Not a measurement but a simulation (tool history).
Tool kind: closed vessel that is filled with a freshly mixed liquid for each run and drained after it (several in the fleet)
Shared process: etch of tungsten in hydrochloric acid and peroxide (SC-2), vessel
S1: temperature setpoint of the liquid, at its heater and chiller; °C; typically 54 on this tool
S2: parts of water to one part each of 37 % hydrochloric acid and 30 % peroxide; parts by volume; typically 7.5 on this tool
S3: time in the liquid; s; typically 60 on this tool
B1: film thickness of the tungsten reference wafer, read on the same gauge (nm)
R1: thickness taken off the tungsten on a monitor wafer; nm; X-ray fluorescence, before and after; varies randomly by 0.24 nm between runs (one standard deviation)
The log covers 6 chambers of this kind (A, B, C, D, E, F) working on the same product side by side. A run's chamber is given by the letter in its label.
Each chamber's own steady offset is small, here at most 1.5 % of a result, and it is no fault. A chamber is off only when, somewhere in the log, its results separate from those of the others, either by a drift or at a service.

Run 1E, hour 11.0: usual settings; B1 50.005. Result: R1 34.129 nm.
Run 2A, hour 18.2: usual settings; B1 49.980. Result: R1 35.114 nm.
Run 3B, hour 29.8: usual settings; B1 50.012. Result: R1 35.371 nm.
Run 4F, hour 35.8: usual settings; B1 50.030. Result: R1 34.876 nm.
Run 5D, hour 45.9: usual settings; B1 50.005. Result: R1 35.474 nm.
At hour 46.9: chamber D: chemicals flow meter replaced.
Run 6C, hour 56.0: usual settings; B1 49.988. Result: R1 34.939 nm.
Run 7A, hour 62.5: usual settings; B1 50.001. Result: R1 34.805 nm.
Run 8E, hour 75.3: usual settings; B1 50.011. Result: R1 34.424 nm.
Run 9B, hour 85.3: usual settings; B1 49.999. Result: R1 35.098 nm.
Run 10C, hour 94.7: usual settings; B1 49.995. Result: R1 34.551 nm.
Run 11F, hour 106.9: usual settings; B1 49.993. Result: R1 34.475 nm.
Run 12D, hour 116.1: usual settings; B1 50.003. Result: R1 34.796 nm.
Run 13E, hour 123.0: usual settings; B1 50.012. Result: R1 34.232 nm.
Run 14A, hour 132.8: usual settings; B1 50.020. Result: R1 35.413 nm.
Run 15D, hour 143.9: usual settings; B1 50.015. Result: R1 34.592 nm.
Run 16B, hour 150.3: usual settings; B1 49.999. Result: R1 35.619 nm.
Run 17F, hour 162.9: usual settings; B1 49.968. Result: R1 34.600 nm.
Run 18C, hour 170.0: usual settings; B1 50.005. Result: R1 34.364 nm.
Run 19C, hour 181.3: usual settings; B1 50.005. Result: R1 33.928 nm.
At hour 187.2: chamber F: new drum of peroxide connected.
Run 20D, hour 191.2: usual settings; B1 49.999. Result: R1 35.276 nm.
Run 21E, hour 197.8: usual settings but S3 75 s; B1 50.007. Result: R1 42.926 nm.
Run 22F, hour 209.2: usual settings but S3 75 s; B1 50.007. Result: R1 43.426 nm.
At hour 213.7: chamber B: new drum of peroxide connected.
At hour 213.9: chamber B: thermometer replaced.
Run 23A, hour 218.8: usual settings but S3 75 s; B1 50.000. Result: R1 43.376 nm.
Run 24B, hour 226.3: usual settings but S3 75 s; B1 50.001. Result: R1 44.692 nm.
Run 25D, hour 235.3: usual settings but S3 75 s; B1 50.028. Result: R1 43.562 nm.
Run 26B, hour 246.2: usual settings but S3 75 s; B1 49.995. Result: R1 44.331 nm.
Run 27C, hour 252.7: usual settings; B1 50.003. Result: R1 33.807 nm.
At hour 260.8: chamber D: thermometer replaced.
Run 28A, hour 263.5: usual settings; B1 49.987. Result: R1 35.071 nm.
Run 29F, hour 272.6: usual settings; B1 50.003. Result: R1 35.011 nm.
Run 30E, hour 283.5: usual settings; B1 50.013. Result: R1 34.383 nm.
At hour 284.6: chamber F: chemicals flow meter replaced.
Run 31D, hour 295.3: usual settings; B1 50.004. Result: R1 34.895 nm.
Run 32C, hour 304.0: usual settings; B1 49.988. Result: R1 33.071 nm.
Run 33A, hour 311.0: usual settings; B1 50.007. Result: R1 34.699 nm.
Run 34E, hour 321.7: usual settings; B1 49.996. Result: R1 34.691 nm.
Run 35B, hour 327.8: usual settings; B1 50.010. Result: R1 35.402 nm.
Run 36F, hour 335.6: usual settings but S3 80 s; B1 50.007. Result: R1 46.816 nm.
Run 37B, hour 346.7: usual settings but S3 80 s; B1 49.992. Result: R1 47.467 nm.
Run 38C, hour 360.0: usual settings but S3 80 s; B1 49.999. Result: R1 44.026 nm.
Run 39F, hour 367.5: usual settings but S3 80 s; B1 50.017. Result: R1 46.400 nm.
Run 40A, hour 376.7: usual settings but S3 80 s; B1 49.994. Result: R1 46.665 nm.
Run 41E, hour 387.0: usual settings but S3 80 s; B1 49.997. Result: R1 46.119 nm.
Run 42D, hour 395.4: usual settings; B1 50.008. Result: R1 34.933 nm.
Run 43B, hour 401.5: usual settings; B1 50.006. Result: R1 35.347 nm.

Does one chamber stand apart from the rest, does the shared gauge drift, or is all well apart from small per-chamber offsets? Give the chamber and the most likely cause, where there is one.

One chamber, C, drifts off from the rest bit by bit.
Most likely cause: peroxide weaker than its label (%) = 8.01.
The log may not separate it from: liquid colder than its thermometer reads (K); chemicals flow below the setpoint (%).

Chamber C could run next with any of the 4 candidate recipes listed below; each alters the usual settings, and their results appear as question marks. Which one brings its results back in line with what the other chambers deliver on the usual settings?
Counts as in line when no further than this from what the other chambers average on the usual settings: R1 0.830 nm
Run 44C-1, hour 411.3: usual settings but S1 55 °C. Result: R1 ?.
Run 44C-2, hour 411.3: usual settings but S1 53 °C. Result: R1 ?.
Run 44C-3, hour 411.3: usual settings but S2 9.0 parts by volume. Result: R1 ?.
Run 44C-4, hour 411.3: usual settings but S1 55 °C, S3 65 s. Result: R1 ?.

On the usual settings, the other chambers give on average: R1 34.989 nm
  run      R1
44C-1  34.925
44C-2  30.624
44C-3  28.205
44C-4  37.836
With 44C-1, the chamber falls back in line with the rest.
